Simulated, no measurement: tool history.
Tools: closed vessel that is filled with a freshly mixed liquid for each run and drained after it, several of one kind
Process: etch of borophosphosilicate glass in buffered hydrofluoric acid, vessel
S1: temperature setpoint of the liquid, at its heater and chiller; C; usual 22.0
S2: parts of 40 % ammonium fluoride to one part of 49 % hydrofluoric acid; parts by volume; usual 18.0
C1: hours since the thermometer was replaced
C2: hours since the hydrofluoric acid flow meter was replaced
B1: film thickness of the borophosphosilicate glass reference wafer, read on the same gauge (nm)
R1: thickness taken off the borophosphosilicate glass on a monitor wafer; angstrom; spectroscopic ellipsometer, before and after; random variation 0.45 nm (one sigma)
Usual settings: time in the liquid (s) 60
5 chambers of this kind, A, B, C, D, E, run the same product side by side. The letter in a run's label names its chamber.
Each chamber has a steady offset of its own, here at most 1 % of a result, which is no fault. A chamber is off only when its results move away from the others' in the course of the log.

{"run": "1D", "hour": 8.6, "S1": 22.0, "S2": 18.0, "time in the liquid (s)": 60, "C1": 1804.8, "C2": 1079.0, "B1": 139.99, "R1": 510.23}
{"run": "2A", "hour": 20.2, "S1": 22.0, "S2": 18.0, "time in the liquid (s)": 60, "C1": 3117.6, "C2": 1246.2, "B1": 140.03, "R1": 533.64}
{"hour": 28.7, "done": "chamber A: thermometer replaced"}
{"run": "3C", "hour": 29.3, "S1": 22.0, "S2": 18.0, "time in the liquid (s)": 60, "C1": 2991.0, "C2": 969.7, "B1": 140.0, "R1": 523.66}
{"run": "4E", "hour": 38.3, "S1": 22.0, "S2": 18.0, "time in the liquid (s)": 60, "C1": 845.3, "C2": 555.5, "B1": 140.01, "R1": 516.36}
{"run": "5B", "hour": 45.5, "S1": 22.0, "S2": 18.0, "time in the liquid (s)": 60, "C1": 864.0, "C2": 567.6, "B1": 140.0, "R1": 516.86}
{"run": "6B", "hour": 55.5, "S1": 22.0, "S2": 15.5, "time in the liquid (s)": 85, "C1": 874.0, "C2": 577.6, "B1": 140.01, "R1": 855.84}
{"run": "7D", "hour": 65.1, "S1": 22.0, "S2": 15.5, "time in the liquid (s)": 85, "C1": 1861.3, "C2": 1135.5, "B1": 140.02, "R1": 865.27}
{"run": "8C", "hour": 73.3, "S1": 22.0, "S2": 15.5, "time in the liquid (s)": 85, "C1": 3035.0, "C2": 1013.7, "B1": 139.97, "R1": 860.28}
{"run": "9E", "hour": 81.6, "S1": 22.0, "S2": 15.5, "time in the liquid (s)": 85, "C1": 888.6, "C2": 598.8, "B1": 139.97, "R1": 862.47}
{"run": "10A", "hour": 91.1, "S1": 22.0, "S2": 15.5, "time in the liquid (s)": 85, "C1": 62.4, "C2": 1317.1, "B1": 140.01, "R1": 860.57}
{"run": "11E", "hour": 100.0, "S1": 22.0, "S2": 18.0, "time in the liquid (s)": 60, "C1": 907.0, "C2": 617.2, "B1": 140.02, "R1": 510.04}
{"hour": 105.3, "done": "chamber C: thermometer replaced"}
{"run": "12C", "hour": 107.8, "S1": 22.0, "S2": 18.0, "time in the liquid (s)": 60, "C1": 2.6, "C2": 1048.2, "B1": 140.0, "R1": 511.36}
{"run": "13D", "hour": 117.4, "S1": 22.0, "S2": 18.0, "time in the liquid (s)": 60, "C1": 1913.6, "C2": 1187.8, "B1": 140.02, "R1": 521.08}
{"run": "14A", "hour": 125.8, "S1": 22.0, "S2": 14.0, "time in the liquid (s)": 60, "C1": 97.1, "C2": 1351.8, "B1": 140.0, "R1": 669.14}
{"run": "15B", "hour": 136.6, "S1": 22.0, "S2": 14.0, "time in the liquid (s)": 60, "C1": 955.1, "C2": 658.7, "B1": 140.0, "R1": 653.69}
{"run": "16B", "hour": 145.6, "S1": 22.0, "S2": 14.0, "time in the liquid (s)": 60, "C1": 964.1, "C2": 667.7, "B1": 140.01, "R1": 664.72}
{"run": "17C", "hour": 151.2, "S1": 22.0, "S2": 14.0, "time in the liquid (s)": 60, "C1": 46.0, "C2": 1091.6, "B1": 139.96, "R1": 661.23}
{"run": "18D", "hour": 159.1, "S1": 22.0, "S2": 14.0, "time in the liquid (s)": 60, "C1": 1955.3, "C2": 1229.5, "B1": 139.99, "R1": 663.02}
{"run": "19A", "hour": 169.9, "S1": 22.0, "S2": 18.0, "time in the liquid (s)": 60, "C1": 141.2, "C2": 1395.9, "B1": 140.02, "R1": 521.44}
{"run": "20E", "hour": 180.2, "S1": 22.0, "S2": 18.0, "time in the liquid (s)": 60, "C1": 987.2, "C2": 697.4, "B1": 140.0, "R1": 504.75}
{"run": "21E", "hour": 185.8, "S1": 22.0, "S2": 18.0, "time in the liquid (s)": 60, "C1": 992.8, "C2": 703.0, "B1": 139.98, "R1": 498.45}
{"hour": 196.1, "done": "chamber D: thermometer replaced"}
{"run": "22B", "hour": 196.7, "S1": 22.0, "S2": 18.0, "time in the liquid (s)": 60, "C1": 1015.2, "C2": 718.8, "B1": 139.98, "R1": 514.18}
{"run": "23A", "hour": 205.3, "S1": 22.0, "S2": 18.0, "time in the liquid (s)": 60, "C1": 176.6, "C2": 1431.3, "B1": 139.97, "R1": 515.3}
{"run": "24C", "hour": 217.1, "S1": 22.0, "S2": 18.0, "time in the liquid (s)": 60, "C1": 111.9, "C2": 1157.5, "B1": 139.99, "R1": 523.82}
{"run": "25D", "hour": 223.2, "S1": 22.0, "S2": 18.0, "time in the liquid (s)": 60, "C1": 27.1, "C2": 1293.6, "B1": 140.0, "R1": 515.77}
{"run": "26E", "hour": 228.4, "S1": 22.0, "S2": 18.0, "time in the liquid (s)": 60, "C1": 1035.4, "C2": 745.6, "B1": 140.0, "R1": 501.95}
{"run": "27A", "hour": 236.4, "S1": 22.0, "S2": 18.0, "time in the liquid (s)": 60, "C1": 207.7, "C2": 1462.4, "B1": 140.0, "R1": 519.31}
{"run": "28D", "hour": 243.1, "S1": 25.5, "S2": 18.0, "time in the liquid (s)": 30, "C1": 47.0, "C2": 1313.5, "B1": 139.99, "R1": 310.76}
{"run": "29C", "hour": 252.8, "S1": 25.5, "S2": 18.0, "time in the liquid (s)": 30, "C1": 147.6, "C2": 1193.2, "B1": 140.0, "R1": 315.37}
{"run": "30B", "hour": 261.7, "S1": 25.5, "S2": 18.0, "time in the liquid (s)": 30, "C1": 1080.2, "C2": 783.8, "B1": 139.98, "R1": 307.01}
{"run": "31E", "hour": 271.9, "S1": 25.5, "S2": 18.0, "time in the liquid (s)": 30, "C1": 1078.9, "C2": 789.1, "B1": 140.02, "R1": 296.4}
{"run": "32C", "hour": 283.9, "S1": 25.5, "S2": 18.0, "time in the liquid (s)": 30, "C1": 178.7, "C2": 1224.3, "B1": 140.02, "R1": 310.45}
{"run": "33B", "hour": 294.1, "S1": 22.0, "S2": 18.0, "time in the liquid (s)": 60, "C1": 1112.6, "C2": 816.2, "B1": 140.01, "R1": 517.46}
{"run": "34A", "hour": 299.6, "S1": 22.0, "S2": 18.0, "time in the liquid (s)": 60, "C1": 270.9, "C2": 1525.6, "B1": 140.03, "R1": 511.99}
{"run": "35D", "hour": 309.5, "S1": 24.5, "S2": 12.5, "time in the liquid (s)": 60, "C1": 113.4, "C2": 1379.9, "B1": 140.0, "R1": 839.38}
{"run": "36C", "hour": 319.5, "S1": 24.5, "S2": 12.5, "time in the liquid (s)": 60, "C1": 214.3, "C2": 1259.9, "B1": 139.99, "R1": 856.81}
{"run": "37E", "hour": 328.5, "S1": 24.5, "S2": 12.5, "time in the liquid (s)": 60, "C1": 1135.5, "C2": 845.7, "B1": 140.0, "R1": 798.85}
{"run": "38D", "hour": 334.2, "S1": 24.5, "S2": 12.5, "time in the liquid (s)": 60, "C1": 138.1, "C2": 1404.6, "B1": 140.0, "R1": 854.51}
{"run": "39B", "hour": 340.2, "S1": 24.5, "S2": 12.5, "time in the liquid (s)": 60, "C1": 1158.7, "C2": 862.3, "B1": 140.0, "R1": 840.96}
{"run": "40A", "hour": 349.5, "S1": 22.0, "S2": 18.0, "time in the liquid (s)": 60, "C1": 320.8, "C2": 1575.5, "B1": 140.01, "R1": 521.02}
{"run": "41A", "hour": 357.3, "S1": 22.0, "S2": 18.0, "time in the liquid (s)": 60, "C1": 328.6, "C2": 1583.3, "B1": 140.0, "R1": 525.7}
{"run": "42E", "hour": 363.6, "S1": 22.0, "S2": 18.0, "time in the liquid (s)": 60, "C1": 1170.6, "C2": 880.8, "B1": 139.98, "R1": 477.41}
{"run": "43C", "hour": 371.7, "S1": 22.0, "S2": 18.0, "time in the liquid (s)": 60, "C1": 266.5, "C2": 1312.1, "B1": 140.01, "R1": 521.06}
{"run": "44B", "hour": 382.9, "S1": 22.0, "S2": 18.0, "time in the liquid (s)": 60, "C1": 1201.4, "C2": 905.0, "B1": 139.99, "R1": 519.32}

What goes on in this fleet: one chamber off, a drifting gauge, or nothing beyond the chambers' own small offsets? Name the chamber and the cause, if any.

Chamber E drifts away from the others.
Cause: hydrofluoric acid flow below the setpoint (%) = 7.89.
The log may not tell that from: liquid colder than its thermometer reads (K).

Here are 4 candidates for chamber E's next run, each the usual settings with a change, their results left as question marks. Which one brings its results back in line with what the others give on the usual settings?
In line means no further than this from the other chambers' mean on the usual settings: R1 16.00 angstrom
{"run": "45E-1", "hour": 391.5, "S1": 22.0, "S2": 17.0, "time in the liquid (s)": 65, "R1": "?"}
{"run": "45E-2", "hour": 391.5, "S1": 21.5, "S2": 18.5, "time in the liquid (s)": 55, "R1": "?"}
{"run": "45E-3", "hour": 391.5, "S1": 21.5, "S2": 19.0, "time in the liquid (s)": 60, "R1": "?"}
{"run": "45E-4", "hour": 391.5, "S1": 22.5, "S2": 17.0, "time in the liquid (s)": 60, "R1": "?"}

The other chambers' mean on the usual settings: R1 517.04 angstrom
run=45E-1 R1=546.57
run=45E-2 R1=414.37
run=45E-3 R1=443.77
run=45E-4 R1=518.52
45E-4 brings the chamber back in line.
